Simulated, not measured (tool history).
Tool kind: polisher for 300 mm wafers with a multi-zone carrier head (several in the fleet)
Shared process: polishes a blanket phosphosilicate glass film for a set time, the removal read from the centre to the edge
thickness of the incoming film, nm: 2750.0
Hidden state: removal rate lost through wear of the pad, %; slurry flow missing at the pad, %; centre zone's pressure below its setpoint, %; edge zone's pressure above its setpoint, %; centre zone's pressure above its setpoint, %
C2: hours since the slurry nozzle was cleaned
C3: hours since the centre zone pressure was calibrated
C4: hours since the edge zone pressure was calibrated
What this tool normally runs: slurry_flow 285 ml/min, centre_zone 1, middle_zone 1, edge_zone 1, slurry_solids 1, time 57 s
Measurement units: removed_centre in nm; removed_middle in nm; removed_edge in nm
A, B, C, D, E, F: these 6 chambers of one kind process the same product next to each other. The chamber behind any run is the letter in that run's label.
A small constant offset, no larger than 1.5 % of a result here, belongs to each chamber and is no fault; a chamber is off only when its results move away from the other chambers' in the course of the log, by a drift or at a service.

{"run": "1C", "hour": 4.7, "slurry_flow": 285, "centre_zone": 1, "middle_zone": 1, "edge_zone": 1, "slurry_solids": 1, "time": 57, "wafers polished on this pad": 415, "C2": 657.3, "C3": 721.1, "C4": 249.5, "removed_centre": 311.66, "removed_middle": 310, "removed_edge": 312.2}
{"hour": 9.3, "done": "chamber D: edge zone pressure recalibrated"}
{"run": "2D", "hour": 12.0, "slurry_flow": 285, "centre_zone": 1, "middle_zone": 1, "edge_zone": 1, "slurry_solids": 1, "time": 57, "wafers polished on this pad": 599, "C2": 275.2, "C3": 1124.2, "C4": 2.7, "removed_centre": 301.11, "removed_middle": 307.52, "removed_edge": 310.67}
{"run": "3F", "hour": 15.4, "slurry_flow": 285, "centre_zone": 1, "middle_zone": 1, "edge_zone": 1, "slurry_solids": 1, "time": 57, "wafers polished on this pad": 836, "C2": 264.6, "C3": 1416.5, "C4": 726.7, "removed_centre": 308.02, "removed_middle": 317.82, "removed_edge": 313.36}
{"hour": 16.5, "done": "chamber C: worn pad replaced by a new one"}
{"run": "4E", "hour": 20.4, "slurry_flow": 285, "centre_zone": 1, "middle_zone": 1, "edge_zone": 1, "slurry_solids": 1, "time": 57, "wafers polished on this pad": 148, "C2": 370.1, "C3": 462.9, "C4": 1108.6, "removed_centre": 311.39, "removed_middle": 301.82, "removed_edge": 317.69}
{"hour": 24.1, "done": "chamber A: slurry nozzle cleaned"}
{"hour": 25.2, "done": "chamber D: centre zone pressure recalibrated"}
{"run": "5A", "hour": 27.7, "slurry_flow": 285, "centre_zone": 1, "middle_zone": 1, "edge_zone": 1.04, "slurry_solids": 1.1, "time": 57, "wafers polished on this pad": 415, "C2": 3.6, "C3": 151.3, "C4": 475.3, "removed_centre": 324.63, "removed_middle": 325.23, "removed_edge": 323.41}
{"hour": 32.3, "done": "chamber B: worn pad replaced by a new one"}
{"run": "6B", "hour": 32.9, "slurry_flow": 285, "centre_zone": 1, "middle_zone": 1, "edge_zone": 1.04, "slurry_solids": 1.1, "time": 57, "wafers polished on this pad": 4, "C2": 259.8, "C3": 338.2, "C4": 694.6, "removed_centre": 324.33, "removed_middle": 332.75, "removed_edge": 328.35}
{"hour": 36.0, "done": "chamber F: worn pad replaced by a new one"}
{"run": "7B", "hour": 37.5, "slurry_flow": 285, "centre_zone": 1, "middle_zone": 1, "edge_zone": 1.04, "slurry_solids": 1.1, "time": 57, "wafers polished on this pad": 34, "C2": 264.4, "C3": 342.8, "C4": 699.2, "removed_centre": 323.33, "removed_middle": 325.35, "removed_edge": 331.23}
{"run": "8F", "hour": 41.6, "slurry_flow": 285, "centre_zone": 1, "middle_zone": 1, "edge_zone": 1.04, "slurry_solids": 1.1, "time": 57, "wafers polished on this pad": 36, "C2": 290.8, "C3": 1442.7, "C4": 752.9, "removed_centre": 323.8, "removed_middle": 323.49, "removed_edge": 325.94}
{"run": "9E", "hour": 46.4, "slurry_flow": 285, "centre_zone": 1, "middle_zone": 1, "edge_zone": 1.04, "slurry_solids": 1.1, "time": 57, "wafers polished on this pad": 318, "C2": 396.1, "C3": 488.9, "C4": 1134.6, "removed_centre": 323.19, "removed_middle": 320.25, "removed_edge": 330.76}
{"run": "10D", "hour": 53.1, "slurry_flow": 285, "centre_zone": 1, "middle_zone": 1, "edge_zone": 1.04, "slurry_solids": 1.1, "time": 57, "wafers polished on this pad": 868, "C2": 316.3, "C3": 28, "C4": 43.8, "removed_centre": 318.05, "removed_middle": 318.27, "removed_edge": 329.72}
{"run": "11A", "hour": 60.6, "slurry_flow": 285, "centre_zone": 1, "middle_zone": 1, "edge_zone": 1, "slurry_solids": 1, "time": 57, "wafers polished on this pad": 630, "C2": 36.5, "C3": 184.2, "C4": 508.2, "removed_centre": 313.45, "removed_middle": 311.7, "removed_edge": 308.33}
{"hour": 64.2, "done": "chamber F: centre zone pressure recalibrated"}
{"run": "12C", "hour": 64.4, "slurry_flow": 285, "centre_zone": 1, "middle_zone": 1, "edge_zone": 1, "slurry_solids": 1, "time": 57, "wafers polished on this pad": 313, "C2": 717, "C3": 780.8, "C4": 309.2, "removed_centre": 312.51, "removed_middle": 310.44, "removed_edge": 302.44}
{"run": "13B", "hour": 70.7, "slurry_flow": 285, "centre_zone": 1, "middle_zone": 1, "edge_zone": 1, "slurry_solids": 1, "time": 57, "wafers polished on this pad": 251, "C2": 297.6, "C3": 376, "C4": 732.4, "removed_centre": 307.06, "removed_middle": 311.64, "removed_edge": 309.51}
{"hour": 74.0, "done": "chamber D: worn pad replaced by a new one"}
{"run": "14A", "hour": 75.1, "slurry_flow": 285, "centre_zone": 1, "middle_zone": 1, "edge_zone": 1, "slurry_solids": 1, "time": 57, "wafers polished on this pad": 725, "C2": 51, "C3": 198.7, "C4": 522.7, "removed_centre": 311.8, "removed_middle": 310.7, "removed_edge": 308.83}
{"run": "15E", "hour": 81.0, "slurry_flow": 285, "centre_zone": 1, "middle_zone": 1, "edge_zone": 1.08, "slurry_solids": 1, "time": 49, "wafers polished on this pad": 544, "C2": 430.7, "C3": 523.5, "C4": 1169.2, "removed_centre": 261.79, "removed_middle": 267.66, "removed_edge": 279.33}
{"run": "16C", "hour": 86.9, "slurry_flow": 285, "centre_zone": 1, "middle_zone": 1, "edge_zone": 1.08, "slurry_solids": 1, "time": 49, "wafers polished on this pad": 460, "C2": 739.5, "C3": 803.3, "C4": 331.7, "removed_centre": 267.18, "removed_middle": 264.04, "removed_edge": 272.29}
{"hour": 90.2, "done": "chamber E: edge zone pressure recalibrated"}
{"run": "17F", "hour": 93.6, "slurry_flow": 285, "centre_zone": 1, "middle_zone": 1, "edge_zone": 1.08, "slurry_solids": 1, "time": 49, "wafers polished on this pad": 377, "C2": 342.8, "C3": 29.5, "C4": 804.9, "removed_centre": 235.56, "removed_middle": 273.1, "removed_edge": 275.48}
{"run": "18D", "hour": 99.6, "slurry_flow": 285, "centre_zone": 1, "middle_zone": 1, "edge_zone": 1.08, "slurry_solids": 1, "time": 49, "wafers polished on this pad": 167, "C2": 362.8, "C3": 74.5, "C4": 90.3, "removed_centre": 266.21, "removed_middle": 265.58, "removed_edge": 279.98}
{"hour": 103.1, "done": "chamber C: worn pad replaced by a new one"}
{"run": "19B", "hour": 105.3, "slurry_flow": 285, "centre_zone": 1, "middle_zone": 1, "edge_zone": 1.08, "slurry_solids": 1, "time": 49, "wafers polished on this pad": 478, "C2": 332.2, "C3": 410.6, "C4": 767, "removed_centre": 266.42, "removed_middle": 268.3, "removed_edge": 281.26}
{"run": "20C", "hour": 109.8, "slurry_flow": 285, "centre_zone": 1, "middle_zone": 1, "edge_zone": 1.08, "slurry_solids": 1, "time": 49, "wafers polished on this pad": 44, "C2": 762.4, "C3": 826.2, "C4": 354.6, "removed_centre": 261.96, "removed_middle": 266.78, "removed_edge": 281.67}
{"run": "21D", "hour": 114.9, "slurry_flow": 285, "centre_zone": 1, "middle_zone": 1, "edge_zone": 1, "slurry_solids": 1, "time": 45, "wafers polished on this pad": 268, "C2": 378.1, "C3": 89.8, "C4": 105.6, "removed_centre": 248.55, "removed_middle": 242.33, "removed_edge": 246.78}
{"run": "22F", "hour": 120.0, "slurry_flow": 285, "centre_zone": 1, "middle_zone": 1, "edge_zone": 1, "slurry_solids": 1, "time": 45, "wafers polished on this pad": 549, "C2": 369.2, "C3": 55.9, "C4": 831.3, "removed_centre": 219.08, "removed_middle": 247.61, "removed_edge": 245.05}
{"run": "23A", "hour": 124.8, "slurry_flow": 285, "centre_zone": 1, "middle_zone": 1, "edge_zone": 1, "slurry_solids": 1, "time": 45, "wafers polished on this pad": 1050, "C2": 100.7, "C3": 248.4, "C4": 572.4, "removed_centre": 242.73, "removed_middle": 237.7, "removed_edge": 243.69}
{"run": "24E", "hour": 131.4, "slurry_flow": 285, "centre_zone": 1, "middle_zone": 1, "edge_zone": 1, "slurry_solids": 1, "time": 45, "wafers polished on this pad": 874, "C2": 481.1, "C3": 573.9, "C4": 41.2, "removed_centre": 250.31, "removed_middle": 244.37, "removed_edge": 249.73}
{"run": "25D", "hour": 138.0, "slurry_flow": 285, "centre_zone": 1, "middle_zone": 1, "edge_zone": 1, "slurry_solids": 1, "time": 45, "wafers polished on this pad": 419, "C2": 401.2, "C3": 112.9, "C4": 128.7, "removed_centre": 239.59, "removed_middle": 245.34, "removed_edge": 245.07}
{"run": "26B", "hour": 142.7, "slurry_flow": 285, "centre_zone": 1, "middle_zone": 1, "edge_zone": 1, "slurry_solids": 1, "time": 45, "wafers polished on this pad": 722, "C2": 369.6, "C3": 448, "C4": 804.4, "removed_centre": 244.1, "removed_middle": 242.91, "removed_edge": 240.85}
{"hour": 147.3, "done": "chamber E: worn pad replaced by a new one"}
{"run": "27A", "hour": 148.0, "slurry_flow": 285, "centre_zone": 1, "middle_zone": 1, "edge_zone": 1, "slurry_solids": 1, "time": 57, "wafers polished on this pad": 1202, "C2": 123.9, "C3": 271.6, "C4": 595.6, "removed_centre": 311.93, "removed_middle": 311.2, "removed_edge": 313.47}
{"hour": 154.5, "done": "chamber A: worn pad replaced by a new one"}
{"run": "28E", "hour": 154.5, "slurry_flow": 285, "centre_zone": 1, "middle_zone": 1, "edge_zone": 1, "slurry_solids": 1, "time": 57, "wafers polished on this pad": 47, "C2": 504.2, "C3": 597, "C4": 64.3, "removed_centre": 308.12, "removed_middle": 298, "removed_edge": 311.58}
{"hour": 154.6, "done": "chamber F: slurry nozzle cleaned"}
{"run": "29C", "hour": 160.9, "slurry_flow": 285, "centre_zone": 1, "middle_zone": 1, "edge_zone": 1, "slurry_solids": 1, "time": 57, "wafers polished on this pad": 378, "C2": 813.5, "C3": 877.3, "C4": 405.7, "removed_centre": 308.66, "removed_middle": 310.05, "removed_edge": 313.52}
{"run": "30F", "hour": 164.3, "slurry_flow": 285, "centre_zone": 1, "middle_zone": 1, "edge_zone": 1, "slurry_solids": 1, "time": 57, "wafers polished on this pad": 839, "C2": 9.8, "C3": 100.2, "C4": 875.6, "removed_centre": 285.53, "removed_middle": 317.65, "removed_edge": 320.2}
{"hour": 166.4, "done": "chamber F: worn pad replaced by a new one"}
{"hour": 169.6, "done": "chamber D: slurry nozzle cleaned"}
{"run": "31D", "hour": 170.5, "slurry_flow": 285, "centre_zone": 1, "middle_zone": 1, "edge_zone": 1, "slurry_solids": 1, "time": 57, "wafers polished on this pad": 631, "C2": 1, "C3": 145.4, "C4": 161.2, "removed_centre": 300.08, "removed_middle": 305.55, "removed_edge": 309.91}
{"run": "32F", "hour": 176.0, "slurry_flow": 285, "centre_zone": 1, "middle_zone": 1, "edge_zone": 1, "slurry_solids": 1, "time": 57, "wafers polished on this pad": 63, "C2": 21.5, "C3": 111.9, "C4": 887.3, "removed_centre": 272.49, "removed_middle": 303.97, "removed_edge": 307.37}
{"run": "33E", "hour": 180.7, "slurry_flow": 285, "centre_zone": 1, "middle_zone": 1, "edge_zone": 1, "slurry_solids": 1, "time": 57, "wafers polished on this pad": 218, "C2": 530.4, "C3": 623.2, "C4": 90.5, "removed_centre": 312.59, "removed_middle": 305.79, "removed_edge": 311.1}
{"run": "34C", "hour": 184.0, "slurry_flow": 285, "centre_zone": 1, "middle_zone": 1, "edge_zone": 1, "slurry_solids": 1, "time": 57, "wafers polished on this pad": 529, "C2": 836.6, "C3": 900.4, "C4": 428.8, "removed_centre": 311.22, "removed_middle": 313.98, "removed_edge": 309.38}
{"run": "35B", "hour": 191.3, "slurry_flow": 285, "centre_zone": 1, "middle_zone": 1, "edge_zone": 1, "slurry_solids": 1, "time": 57, "wafers polished on this pad": 1040, "C2": 418.2, "C3": 496.6, "C4": 853, "removed_centre": 307.18, "removed_middle": 306.24, "removed_edge": 311.76}
{"run": "36A", "hour": 195.6, "slurry_flow": 285, "centre_zone": 1, "middle_zone": 1, "edge_zone": 1, "slurry_solids": 1, "time": 57, "wafers polished on this pad": 269, "C2": 171.5, "C3": 319.2, "C4": 643.2, "removed_centre": 314.61, "removed_middle": 305.26, "removed_edge": 308.2}

Does one chamber stand apart from the rest, does the shared gauge drift, or is all well apart from small per-chamber offsets? Give the chamber and the most likely cause, where there is one.

The work done on chamber F during a service left it standing apart from the others.
Likeliest cause: centre zone's pressure below its setpoint, % = 10.1.

Chamber F could run next with any of the 4 candidate recipes listed below; each alters the usual settings, and their results appear as question marks. Which one brings its results back in line with what the other chambers deliver on the usual settings?
Allowed miss from the other chambers' usual-settings mean, per result, to count as in line: removed_centre 14 nm; removed_middle 16 nm; removed_edge 14 nm
{"run": "37F-1", "hour": 201.0, "slurry_flow": 280, "centre_zone": 0.92, "middle_zone": 1.02, "edge_zone": 1.02, "slurry_solids": 1, "time": 57, "removed_centre": "?", "removed_middle": "?", "removed_edge": "?"}
{"run": "37F-2", "hour": 201.0, "slurry_flow": 285, "centre_zone": 0.98, "middle_zone": 1, "edge_zone": 1, "slurry_solids": 1, "time": 57, "removed_centre": "?", "removed_middle": "?", "removed_edge": "?"}
{"run": "37F-3", "hour": 201.0, "slurry_flow": 290, "centre_zone": 1.08, "middle_zone": 0.98, "edge_zone": 0.98, "slurry_solids": 1, "time": 57, "removed_centre": "?", "removed_middle": "?", "removed_edge": "?"}
{"run": "37F-4", "hour": 201.0, "slurry_flow": 285, "centre_zone": 1.02, "middle_zone": 1, "edge_zone": 1, "slurry_solids": 1, "time": 57, "removed_centre": "?", "removed_middle": "?", "removed_edge": "?"}

Other chambers, usual settings, mean: removed_centre 308.47 nm; removed_middle 308.53 nm; removed_edge 309.93 nm
run=37F-1 removed_centre=253.83 removed_middle=316.25 removed_edge=312.78
run=37F-2 removed_centre=272.86 removed_middle=310.94 removed_edge=310.06
run=37F-3 removed_centre=304.33 removed_middle=305.53 removed_edge=307.3
run=37F-4 removed_centre=285.23 removed_middle=310.87 removed_edge=310.06
37F-3 puts the chamber back in line with the other chambers.
